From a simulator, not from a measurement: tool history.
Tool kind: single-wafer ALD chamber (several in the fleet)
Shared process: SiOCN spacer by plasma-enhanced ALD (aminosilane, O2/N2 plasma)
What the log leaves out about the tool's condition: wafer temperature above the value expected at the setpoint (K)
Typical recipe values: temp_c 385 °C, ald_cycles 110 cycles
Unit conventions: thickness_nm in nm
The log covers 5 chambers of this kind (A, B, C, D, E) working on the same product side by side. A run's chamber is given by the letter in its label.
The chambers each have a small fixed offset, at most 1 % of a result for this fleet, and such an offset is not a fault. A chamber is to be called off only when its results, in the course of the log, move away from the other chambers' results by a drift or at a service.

run	day	temp_c	ald_cycles	hours since the last thermocouple change	read-back reference wafer on the same gauge, thickness_nm	thickness_nm
1D	0.208	385	110	1669.3	7.8573	6.5722
2E	0.367	385	110	209.8	7.8577	6.6710
3C	0.646	385	110	766.2	7.8573	6.6633
4A	0.900	385	110	947.1	7.8551	6.5918
5B	1.167	385	110	1926.1	7.8549	6.6318
6E	1.392	385	110	234.4	7.8544	6.6673
7B	1.671	385	110	1938.2	7.8512	6.6212
8C	1.912	385	110	796.6	7.8525	6.6478
9A	2.212	371	121	978.6	7.8475	7.2423
10D	2.371	371	121	1721.2	7.8471	7.2180
11D	2.546	371	121	1725.4	7.8460	7.2254
12A	2.733	371	121	991.1	7.8458	7.2344
13B	3.046	371	121	1971.2	7.8436	7.2698
14E	3.262	385	128	279.3	7.8450	7.7703
15C	3.400	385	128	832.3	7.8443	7.7131
16C	3.604	385	128	837.2	7.8437	7.7342
17A	3.850	385	128	1017.9	7.8410	7.6487
18E	4.092	385	128	299.2	7.8398	7.7662
19B	4.412	385	110	2004.0	7.8410	6.6110
20D	4.667	385	110	1776.3	7.8375	6.5525
21E	4.879	385	110	318.1	7.8356	6.6697
22C	5.188	377	110	875.2	7.8348	6.6417
23B	5.462	377	110	2029.2	7.8344	6.6112
24D	5.667	377	110	1800.3	7.8329	6.5739
25A	5.867	377	110	1066.3	7.8313	6.5717
26B	6.117	377	110	2044.9	7.8305	6.6053
27D	6.321	385	110	1816.0	7.8286	6.5494
28C	6.604	385	110	909.2	7.8276	6.6300
29A	6.767	385	110	1087.9	7.8288	6.5669
30E	7.046	385	110	370.1	7.8263	6.6493
31B	7.354	385	110	2074.6	7.8238	6.6022

Has any chamber moved away from the others, gradually or after a service, or does the common gauge drift, or do the chambers differ only by their own small steady offsets? State the chamber and the most likely cause if one applies.

The shared gauge is drifting. All chambers look as if they move in step, but none is off.
Cause: gauge reads low (%) = 0.466.
